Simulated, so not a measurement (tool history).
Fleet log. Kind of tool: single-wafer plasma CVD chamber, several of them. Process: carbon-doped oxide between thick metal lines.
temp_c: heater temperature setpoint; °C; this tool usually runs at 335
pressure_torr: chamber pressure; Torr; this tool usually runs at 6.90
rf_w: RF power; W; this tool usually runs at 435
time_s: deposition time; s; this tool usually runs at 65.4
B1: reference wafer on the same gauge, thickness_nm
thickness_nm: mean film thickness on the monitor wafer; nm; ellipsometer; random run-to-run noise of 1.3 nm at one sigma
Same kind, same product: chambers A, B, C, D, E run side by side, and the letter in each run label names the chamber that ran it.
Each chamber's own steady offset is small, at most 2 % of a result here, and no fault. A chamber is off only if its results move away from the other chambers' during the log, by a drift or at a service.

run 1C hour=4.0 | temp_c=335 pressure_torr=6.90 rf_w=435 time_s=65.4 | B1=282.20 | thickness_nm=322.11
run 2B hour=7.1 | temp_c=335 pressure_torr=6.90 rf_w=435 time_s=65.4 | B1=281.92 | thickness_nm=327.04
run 3D hour=9.9 | temp_c=335 pressure_torr=6.90 rf_w=435 time_s=65.4 | B1=282.18 | thickness_nm=328.13
run 4E hour=14.5 | temp_c=335 pressure_torr=6.90 rf_w=435 time_s=65.4 | B1=282.24 | thickness_nm=328.80
run 5A hour=18.1 | temp_c=335 pressure_torr=6.90 rf_w=405 time_s=65.4 | B1=281.86 | thickness_nm=310.16
run 6E hour=20.2 | temp_c=335 pressure_torr=6.90 rf_w=405 time_s=65.4 | B1=281.99 | thickness_nm=311.99
run 7B hour=24.8 | temp_c=335 pressure_torr=6.90 rf_w=405 time_s=65.4 | B1=281.89 | thickness_nm=309.89
run 8A hour=28.7 | temp_c=335 pressure_torr=6.90 rf_w=405 time_s=65.4 | B1=281.99 | thickness_nm=310.43
-- hour=30.2 chamber B: capacitance manometer re-zeroed and calibrated
run 9D hour=33.0 | temp_c=335 pressure_torr=6.90 rf_w=405 time_s=65.4 | B1=282.20 | thickness_nm=312.72
run 10C hour=37.0 | temp_c=335 pressure_torr=6.90 rf_w=435 time_s=65.4 | B1=282.07 | thickness_nm=321.50
-- hour=37.3 chamber E: RF generator calibrated
run 11A hour=39.5 | temp_c=335 pressure_torr=6.90 rf_w=435 time_s=65.4 | B1=281.82 | thickness_nm=325.30
run 12C hour=42.5 | temp_c=335 pressure_torr=6.90 rf_w=435 time_s=65.4 | B1=282.14 | thickness_nm=321.90
run 13D hour=46.8 | temp_c=335 pressure_torr=6.90 rf_w=435 time_s=65.4 | B1=282.18 | thickness_nm=327.76
run 14E hour=50.8 | temp_c=335 pressure_torr=6.90 rf_w=435 time_s=65.4 | B1=282.12 | thickness_nm=325.32
run 15B hour=53.1 | temp_c=335 pressure_torr=6.90 rf_w=435 time_s=65.4 | B1=281.82 | thickness_nm=325.89
run 16C hour=57.5 | temp_c=335 pressure_torr=6.90 rf_w=435 time_s=65.4 | B1=282.13 | thickness_nm=321.32
run 17A hour=61.0 | temp_c=335 pressure_torr=6.90 rf_w=435 time_s=65.4 | B1=282.08 | thickness_nm=320.06
run 18E hour=64.7 | temp_c=335 pressure_torr=6.90 rf_w=435 time_s=65.4 | B1=282.24 | thickness_nm=327.28
run 19D hour=67.7 | temp_c=335 pressure_torr=6.90 rf_w=435 time_s=65.4 | B1=282.09 | thickness_nm=324.91
run 20B hour=70.1 | temp_c=335 pressure_torr=5.94 rf_w=365 time_s=65.4 | B1=281.99 | thickness_nm=281.81
run 21B hour=74.7 | temp_c=335 pressure_torr=5.94 rf_w=365 time_s=65.4 | B1=281.94 | thickness_nm=280.58
run 22D hour=77.2 | temp_c=335 pressure_torr=5.94 rf_w=365 time_s=65.4 | B1=281.89 | thickness_nm=284.73
run 23C hour=79.8 | temp_c=335 pressure_torr=5.94 rf_w=365 time_s=65.4 | B1=281.94 | thickness_nm=276.81
run 24E hour=84.1 | temp_c=335 pressure_torr=5.94 rf_w=365 time_s=65.4 | B1=282.01 | thickness_nm=280.69
run 25A hour=86.2 | temp_c=335 pressure_torr=6.90 rf_w=435 time_s=65.4 | B1=281.81 | thickness_nm=315.07
run 26E hour=89.7 | temp_c=335 pressure_torr=6.90 rf_w=435 time_s=65.4 | B1=281.85 | thickness_nm=327.43
run 27A hour=92.7 | temp_c=335 pressure_torr=6.90 rf_w=435 time_s=65.4 | B1=282.07 | thickness_nm=314.62
run 28D hour=97.0 | temp_c=335 pressure_torr=6.90 rf_w=435 time_s=65.4 | B1=282.06 | thickness_nm=326.03
run 29B hour=100.6 | temp_c=335 pressure_torr=6.90 rf_w=435 time_s=65.4 | B1=282.42 | thickness_nm=324.21
-- hour=102.7 chamber D: RF generator calibrated
run 30C hour=103.3 | temp_c=335 pressure_torr=6.90 rf_w=435 time_s=65.4 | B1=282.07 | thickness_nm=319.88
run 31A hour=107.7 | temp_c=335 pressure_torr=6.90 rf_w=435 time_s=65.4 | B1=281.73 | thickness_nm=312.18
run 32E hour=111.0 | temp_c=335 pressure_torr=5.67 rf_w=435 time_s=65.4 | B1=282.24 | thickness_nm=320.01
run 33B hour=114.9 | temp_c=335 pressure_torr=5.67 rf_w=435 time_s=65.4 | B1=281.77 | thickness_nm=320.08
run 34D hour=117.2 | temp_c=335 pressure_torr=5.67 rf_w=435 time_s=65.4 | B1=282.09 | thickness_nm=321.77

Has any chamber moved away from the others, gradually or after a service, or does the common gauge drift, or do the chambers differ only by their own small steady offsets? State the chamber and the most likely cause if one applies.

It is chamber A that slowly wanders off from its peers.
Likeliest cause: delivered RF power below the setpoint (%) = 7.32.

Here are 4 candidates for chamber A's next run, each the usual settings with a change, their results left as question marks. Which one brings its results back in line with what the others give on the usual settings?
In-line tolerance around the mean of the other chambers on the usual settings: thickness_nm 4.50 nm
run 35A-1 hour=120.6 | temp_c=335 pressure_torr=6.93 rf_w=445 time_s=65.4 | thickness_nm=?
run 35A-2 hour=120.6 | temp_c=335 pressure_torr=6.95 rf_w=435 time_s=68.8 | thickness_nm=?
run 35A-3 hour=120.6 | temp_c=336 pressure_torr=6.87 rf_w=425 time_s=63.3 | thickness_nm=?
run 35A-4 hour=120.6 | temp_c=335 pressure_torr=6.90 rf_w=425 time_s=65.4 | thickness_nm=?

On the usual settings, the other chambers give on average: thickness_nm 325.61 nm
run=35A-1 thickness_nm=314.37
run=35A-2 thickness_nm=325.20
run=35A-3 thickness_nm=293.20
run=35A-4 thickness_nm=303.87
It is 35A-2 that realigns the chamber with its peers.
